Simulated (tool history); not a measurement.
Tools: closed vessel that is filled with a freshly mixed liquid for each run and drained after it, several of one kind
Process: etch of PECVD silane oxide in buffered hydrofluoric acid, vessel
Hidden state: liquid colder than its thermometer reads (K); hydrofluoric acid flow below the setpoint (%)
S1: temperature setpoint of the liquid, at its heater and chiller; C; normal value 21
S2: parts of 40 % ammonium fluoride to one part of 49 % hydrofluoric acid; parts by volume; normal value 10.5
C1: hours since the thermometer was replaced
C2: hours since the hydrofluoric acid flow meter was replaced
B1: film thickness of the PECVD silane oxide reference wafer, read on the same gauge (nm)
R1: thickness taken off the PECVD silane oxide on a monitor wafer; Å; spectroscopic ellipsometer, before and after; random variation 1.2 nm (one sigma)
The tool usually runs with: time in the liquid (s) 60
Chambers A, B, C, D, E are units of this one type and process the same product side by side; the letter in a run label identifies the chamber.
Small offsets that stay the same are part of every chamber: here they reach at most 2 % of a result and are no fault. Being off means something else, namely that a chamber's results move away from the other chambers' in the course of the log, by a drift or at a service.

run 1C hour=6.5 | S1=21 S2=10.5 time_in_the_liquid_(s)=60 | C1=620.5 C2=569.5 | B1=90.002 | R1=1575.3
run 2A hour=14.4 | S1=21 S2=10.5 time_in_the_liquid_(s)=60 | C1=623.3 C2=769.2 | B1=90.000 | R1=1606.9
run 3D hour=19.1 | S1=21 S2=10.5 time_in_the_liquid_(s)=60 | C1=1566.8 C2=251.2 | B1=90.000 | R1=1572.2
run 4B hour=26.2 | S1=21 S2=10.5 time_in_the_liquid_(s)=60 | C1=718.2 C2=1160.0 | B1=90.007 | R1=1592.0
run 5E hour=35.9 | S1=21 S2=10.5 time_in_the_liquid_(s)=60 | C1=1475.0 C2=1537.9 | B1=90.018 | R1=1588.9
run 6C hour=43.2 | S1=21 S2=10.5 time_in_the_liquid_(s)=60 | C1=657.2 C2=606.2 | B1=90.009 | R1=1593.0
run 7A hour=50.5 | S1=17 S2=12.0 time_in_the_liquid_(s)=60 | C1=659.4 C2=805.3 | B1=89.996 | R1=1117.9
run 8E hour=56.4 | S1=17 S2=12.0 time_in_the_liquid_(s)=60 | C1=1495.5 C2=1558.4 | B1=89.986 | R1=1119.3
run 9D hour=64.4 | S1=17 S2=12.0 time_in_the_liquid_(s)=60 | C1=1612.1 C2=296.5 | B1=89.976 | R1=1094.2
run 10B hour=73.7 | S1=17 S2=12.0 time_in_the_liquid_(s)=60 | C1=765.7 C2=1207.5 | B1=89.997 | R1=1116.2
run 11C hour=81.9 | S1=17 S2=12.0 time_in_the_liquid_(s)=60 | C1=695.9 C2=644.9 | B1=90.006 | R1=1103.9
run 12A hour=88.0 | S1=21 S2=10.5 time_in_the_liquid_(s)=60 | C1=696.9 C2=842.8 | B1=90.025 | R1=1583.3
run 13D hour=98.6 | S1=21 S2=10.5 time_in_the_liquid_(s)=60 | C1=1646.3 C2=330.7 | B1=90.016 | R1=1572.6
run 14E hour=109.4 | S1=21 S2=10.5 time_in_the_liquid_(s)=60 | C1=1548.5 C2=1611.4 | B1=90.000 | R1=1591.1
run 15B hour=119.7 | S1=21 S2=10.5 time_in_the_liquid_(s)=50 | C1=811.7 C2=1253.5 | B1=89.984 | R1=1344.6
run 16B hour=128.2 | S1=21 S2=10.5 time_in_the_liquid_(s)=50 | C1=820.2 C2=1262.0 | B1=89.980 | R1=1336.4
run 17A hour=133.7 | S1=21 S2=10.5 time_in_the_liquid_(s)=50 | C1=742.6 C2=888.5 | B1=89.995 | R1=1305.5
run 18C hour=140.3 | S1=21 S2=10.5 time_in_the_liquid_(s)=50 | C1=754.3 C2=703.3 | B1=89.992 | R1=1333.1
run 19D hour=147.5 | S1=21 S2=10.5 time_in_the_liquid_(s)=50 | C1=1695.2 C2=379.6 | B1=89.996 | R1=1307.1
run 20E hour=156.6 | S1=21 S2=10.5 time_in_the_liquid_(s)=60 | C1=1595.7 C2=1658.6 | B1=89.982 | R1=1584.1
run 21B hour=164.6 | S1=21 S2=10.5 time_in_the_liquid_(s)=60 | C1=856.6 C2=1298.4 | B1=90.009 | R1=1587.4
run 22A hour=171.0 | S1=21 S2=10.5 time_in_the_liquid_(s)=60 | C1=779.9 C2=925.8 | B1=89.981 | R1=1564.4
run 23C hour=179.4 | S1=21 S2=10.5 time_in_the_liquid_(s)=60 | C1=793.4 C2=742.4 | B1=89.988 | R1=1569.5
run 24E hour=190.1 | S1=21 S2=10.5 time_in_the_liquid_(s)=60 | C1=1629.2 C2=1692.1 | B1=89.989 | R1=1593.5
run 25D hour=199.5 | S1=21 S2=10.5 time_in_the_liquid_(s)=60 | C1=1747.2 C2=431.6 | B1=90.007 | R1=1567.6
run 26E hour=208.3 | S1=21 S2=10.5 time_in_the_liquid_(s)=60 | C1=1647.4 C2=1710.3 | B1=90.008 | R1=1582.7
run 27B hour=214.9 | S1=21 S2=10.5 time_in_the_liquid_(s)=60 | C1=906.9 C2=1348.7 | B1=90.018 | R1=1603.1
-- hour=218.1 chamber B: hydrofluoric acid flow meter replaced
run 28A hour=225.3 | S1=21 S2=10.5 time_in_the_liquid_(s)=60 | C1=834.2 C2=980.1 | B1=89.999 | R1=1529.5
-- hour=227.5 chamber D: hydrofluoric acid flow meter replaced
run 29D hour=233.3 | S1=21 S2=10.5 time_in_the_liquid_(s)=60 | C1=1781.0 C2=5.9 | B1=90.013 | R1=1577.4
run 30C hour=244.0 | S1=21 S2=10.5 time_in_the_liquid_(s)=60 | C1=858.0 C2=807.0 | B1=89.983 | R1=1577.0
run 31B hour=250.8 | S1=21 S2=10.5 time_in_the_liquid_(s)=60 | C1=942.8 C2=32.8 | B1=90.010 | R1=1620.7
run 32A hour=257.3 | S1=21 S2=10.5 time_in_the_liquid_(s)=60 | C1=866.2 C2=1012.1 | B1=90.009 | R1=1500.8
run 33C hour=263.9 | S1=21 S2=10.5 time_in_the_liquid_(s)=60 | C1=877.9 C2=826.9 | B1=90.011 | R1=1601.6
run 34D hour=270.2 | S1=21 S2=10.5 time_in_the_liquid_(s)=60 | C1=1817.9 C2=42.8 | B1=89.981 | R1=1568.6
run 35E hour=279.7 | S1=21 S2=10.5 time_in_the_liquid_(s)=60 | C1=1718.8 C2=1781.7 | B1=90.001 | R1=1579.0
run 36B hour=289.2 | S1=21 S2=10.5 time_in_the_liquid_(s)=60 | C1=981.2 C2=71.2 | B1=90.000 | R1=1606.9
-- hour=294.2 chamber D: thermometer replaced
run 37A hour=299.9 | S1=21 S2=10.5 time_in_the_liquid_(s)=60 | C1=908.8 C2=1054.7 | B1=89.991 | R1=1488.7
run 38D hour=305.8 | S1=26 S2=12.0 time_in_the_liquid_(s)=60 | C1=11.7 C2=78.4 | B1=90.008 | R1=1787.5
run 39E hour=311.6 | S1=26 S2=12.0 time_in_the_liquid_(s)=60 | C1=1750.7 C2=1813.6 | B1=90.002 | R1=1821.7
run 40C hour=320.0 | S1=26 S2=12.0 time_in_the_liquid_(s)=60 | C1=934.0 C2=883.0 | B1=90.000 | R1=1825.4

Is one chamber out of step, is the gauge drifting, or do the chambers differ by no more than their own small offsets? For an off chamber, give its letter and the likeliest cause.

Little by little, chamber A moves away from the other chambers.
Cause: hydrofluoric acid flow below the setpoint (%) = 8.66.
The log may not separate it from: liquid colder than its thermometer reads (K).

Below are 4 candidate recipes for chamber A's next run, each the usual settings with a change, their results shown as question marks. Which of them brings A's results back in line with what the other chambers give on the usual settings?
Allowed miss from the other chambers' usual-settings mean, per result, to count as in line: R1 42.0 Å
run 41A-1 hour=327.8 | S1=19.5 S2=10.5 time_in_the_liquid_(s)=60 | R1=?
run 41A-2 hour=327.8 | S1=21.5 S2=10.5 time_in_the_liquid_(s)=60 | R1=?
run 41A-3 hour=327.8 | S1=21.5 S2=10.0 time_in_the_liquid_(s)=60 | R1=?
run 41A-4 hour=327.8 | S1=20.5 S2=10.5 time_in_the_liquid_(s)=60 | R1=?

On the usual settings, the other chambers give on average: R1 1588.0 Å
run=41A-1 R1=1352.9
run=41A-2 R1=1512.7
run=41A-3 R1=1585.8
run=41A-4 R1=1430.8
Change 41A-3 lands the chamber within the allowed miss of the other chambers.
